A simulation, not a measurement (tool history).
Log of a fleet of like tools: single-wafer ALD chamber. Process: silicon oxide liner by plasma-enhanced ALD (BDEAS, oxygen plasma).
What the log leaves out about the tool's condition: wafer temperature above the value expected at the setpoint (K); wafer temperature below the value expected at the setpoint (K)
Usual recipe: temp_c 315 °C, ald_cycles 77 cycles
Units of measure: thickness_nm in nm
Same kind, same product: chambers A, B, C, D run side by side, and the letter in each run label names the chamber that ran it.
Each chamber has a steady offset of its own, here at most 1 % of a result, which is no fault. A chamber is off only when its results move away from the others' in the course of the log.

run	day	temp_c	ald_cycles	hours since the last thermocouple change	read-back reference wafer on the same gauge, thickness_nm	thickness_nm
1D	0.558	315	77	1987.4	6.7682	7.0016
2A	0.846	315	77	151.6	6.7700	7.0549
# day 1.338: chamber D: thermocouple changed; heater temperature recalibrated
3C	1.371	315	77	934.7	6.7684	7.0027
4B	1.867	315	77	1483.3	6.7667	7.0395
5A	2.208	315	77	184.3	6.7660	7.0436
6D	2.533	307	77	28.7	6.7644	7.0889
7C	2.862	307	77	970.5	6.7659	7.0776
8B	3.267	307	77	1516.9	6.7627	7.1304
9B	3.788	307	77	1529.4	6.7622	7.1125
10C	4.100	315	77	1000.2	6.7624	6.9942
11A	4.654	315	77	243.0	6.7602	7.0472
12D	5.188	315	77	92.4	6.7584	6.9980
13C	5.696	315	77	1038.5	6.7606	6.9973
14D	6.000	315	77	111.9	6.7595	6.9942
15A	6.596	315	77	289.6	6.7568	7.0228
16B	6.912	315	77	1604.4	6.7540	7.0370
17B	7.400	315	77	1616.1	6.7541	7.0399
18C	7.858	330	90	1090.4	6.7528	7.9947
19D	8.325	330	90	167.7	6.7524	7.9801
20A	8.617	330	90	338.1	6.7506	8.0306
# day 8.896: chamber B: thermocouple changed; heater temperature recalibrated
21D	9.162	330	90	187.8	6.7490	8.0156
22B	9.742	315	64	20.3	6.7500	5.8370
23A	10.050	315	64	372.5	6.7467	5.8483
24C	10.533	315	64	1154.6	6.7454	5.7927
25D	11.083	315	64	233.9	6.7456	5.8135
26C	11.488	315	77	1177.5	6.7459	6.9882
27A	11.817	315	77	414.9	6.7460	7.0388
28B	12.121	315	77	77.4	6.7447	7.0121
29A	12.642	315	77	434.7	6.7423	7.0236
30C	12.962	315	77	1212.9	6.7416	6.9808
31B	13.438	315	77	109.0	6.7403	7.0057
32D	13.767	315	77	298.3	6.7413	6.9737
33C	14.204	315	77	1242.7	6.7394	6.9800
34A	14.692	320	90	483.9	6.7396	8.1466
35D	15.096	320	90	330.2	6.7370	8.0877

Is one chamber out of step, is the gauge drifting, or do the chambers differ by no more than their own small offsets? For an off chamber, give its letter and the likeliest cause.

The shared gauge is drifting. All chambers look as if they move in step, but none is off.
Cause: gauge reads low (%) = 0.495.

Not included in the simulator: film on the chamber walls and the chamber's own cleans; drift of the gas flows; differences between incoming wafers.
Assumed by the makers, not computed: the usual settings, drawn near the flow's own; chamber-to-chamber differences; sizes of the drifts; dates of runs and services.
